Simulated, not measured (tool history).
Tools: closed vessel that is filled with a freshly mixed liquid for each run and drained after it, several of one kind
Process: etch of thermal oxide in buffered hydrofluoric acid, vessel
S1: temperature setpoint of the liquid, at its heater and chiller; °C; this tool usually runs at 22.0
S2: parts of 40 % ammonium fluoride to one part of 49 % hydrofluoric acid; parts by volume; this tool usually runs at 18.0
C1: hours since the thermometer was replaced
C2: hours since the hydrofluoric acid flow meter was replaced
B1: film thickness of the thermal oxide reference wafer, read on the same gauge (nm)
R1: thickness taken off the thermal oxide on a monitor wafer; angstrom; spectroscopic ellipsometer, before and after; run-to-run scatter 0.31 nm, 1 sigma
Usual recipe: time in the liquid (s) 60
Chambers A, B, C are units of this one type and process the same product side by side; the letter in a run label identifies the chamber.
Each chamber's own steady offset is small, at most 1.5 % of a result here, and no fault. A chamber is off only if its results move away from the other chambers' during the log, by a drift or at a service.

Run 1C, hour 9.0: usual settings; C1 833.9; C2 756.4; B1 99.987. Result: R1 345.32 angstrom.
Run 2B, hour 16.9: usual settings; C1 1410.0; C2 236.6; B1 100.010. Result: R1 346.56 angstrom.
Run 3A, hour 27.6: usual settings; C1 341.0; C2 287.2; B1 99.982. Result: R1 351.67 angstrom.
Run 4C, hour 32.9: usual settings; C1 857.8; C2 780.3; B1 99.999. Result: R1 339.65 angstrom.
Run 5B, hour 41.4: usual settings; C1 1434.5; C2 261.1; B1 100.000. Result: R1 350.20 angstrom.
Run 6A, hour 50.3: usual settings; C1 363.7; C2 309.9; B1 99.998. Result: R1 351.58 angstrom.
Run 7C, hour 60.2: usual settings; C1 885.1; C2 807.6; B1 99.981. Result: R1 347.05 angstrom.
Run 8B, hour 68.7: usual settings; C1 1461.8; C2 288.4; B1 99.968. Result: R1 353.37 angstrom.
Run 9A, hour 76.0: usual settings; C1 389.4; C2 335.6; B1 100.010. Result: R1 349.90 angstrom.
Run 10C, hour 86.7: usual settings; C1 911.6; C2 834.1; B1 100.010. Result: R1 344.86 angstrom.
Run 11A, hour 95.4: usual settings; C1 408.8; C2 355.0; B1 99.974. Result: R1 354.18 angstrom.
Run 12B, hour 106.2: usual settings; C1 1499.3; C2 325.9; B1 99.999. Result: R1 351.30 angstrom.
Run 13A, hour 111.3: usual settings; C1 424.7; C2 370.9; B1 99.987. Result: R1 347.48 angstrom.
Run 14C, hour 116.7: usual settings; C1 941.6; C2 864.1; B1 100.010. Result: R1 346.57 angstrom.
Run 15B, hour 123.2: usual settings; C1 1516.3; C2 342.9; B1 100.010. Result: R1 349.19 angstrom.
Run 16B, hour 132.7: usual settings; C1 1525.8; C2 352.4; B1 99.994. Result: R1 353.37 angstrom.
Run 17A, hour 139.6: usual settings; C1 453.0; C2 399.2; B1 100.010. Result: R1 351.90 angstrom.
Run 18C, hour 147.2: usual settings; C1 972.1; C2 894.6; B1 99.974. Result: R1 351.47 angstrom.
Run 19B, hour 155.8: usual settings but S1 20.0 °C; C1 1548.9; C2 375.5; B1 100.000. Result: R1 315.95 angstrom.
Run 20A, hour 161.5: usual settings but S1 20.0 °C; C1 474.9; C2 421.1; B1 99.982. Result: R1 311.96 angstrom.
Run 21C, hour 166.6: usual settings but S1 20.0 °C; C1 991.5; C2 914.0; B1 100.010. Result: R1 319.54 angstrom.
Run 22B, hour 174.3: usual settings; C1 1567.4; C2 394.0; B1 99.998. Result: R1 351.97 angstrom.
Run 23C, hour 184.0: usual settings; C1 1008.9; C2 931.4; B1 100.020. Result: R1 359.81 angstrom.
Run 24A, hour 192.9: usual settings; C1 506.3; C2 452.5; B1 100.000. Result: R1 344.14 angstrom.
Run 25C, hour 197.8: usual settings; C1 1022.7; C2 945.2; B1 100.010. Result: R1 366.47 angstrom.
At hour 203.7: chamber B: hydrofluoric acid flow meter replaced.
Run 26A, hour 207.4: usual settings but S2 14.5 parts by volume, time in the liquid (s) 90; C1 520.8; C2 467.0; B1 100.010. Result: R1 645.95 angstrom.
Run 27B, hour 216.5: usual settings but S2 14.5 parts by volume, time in the liquid (s) 90; C1 1609.6; C2 12.8; B1 100.030. Result: R1 637.94 angstrom.
Run 28C, hour 226.5: usual settings but S2 14.5 parts by volume, time in the liquid (s) 90; C1 1051.4; C2 973.9; B1 100.000. Result: R1 698.48 angstrom.
Run 29A, hour 234.7: usual settings; C1 548.1; C2 494.3; B1 99.996. Result: R1 352.53 angstrom.
Run 30B, hour 240.0: usual settings; C1 1633.1; C2 36.3; B1 99.989. Result: R1 350.86 angstrom.
Run 31C, hour 245.5: usual settings; C1 1070.4; C2 992.9; B1 100.020. Result: R1 378.84 angstrom.
Run 32A, hour 253.5: usual settings; C1 566.9; C2 513.1; B1 99.994. Result: R1 343.39 angstrom.
Run 33B, hour 258.5: usual settings but S1 18.5 °C, S2 12.0 parts by volume; C1 1651.6; C2 54.8; B1 100.000. Result: R1 426.77 angstrom.
Run 34C, hour 267.3: usual settings but S1 18.5 °C, S2 12.0 parts by volume; C1 1092.2; C2 1014.7; B1 99.999. Result: R1 473.17 angstrom.
Run 35A, hour 278.3: usual settings but S1 18.5 °C, S2 12.0 parts by volume; C1 591.7; C2 537.9; B1 99.996. Result: R1 424.51 angstrom.
Run 36B, hour 285.6: usual settings; C1 1678.7; C2 81.9; B1 100.020. Result: R1 353.90 angstrom.

Next, every chamber runs the same settings. What will each give?
Run 37A, hour 293.4: usual settings. Result: R1 ?.
Run 37B, hour 293.4: usual settings. Result: R1 ?.
Run 37C, hour 293.4: usual settings. Result: R1 ?.

run      R1
37A  343.94
37B  349.19
37C  388.24
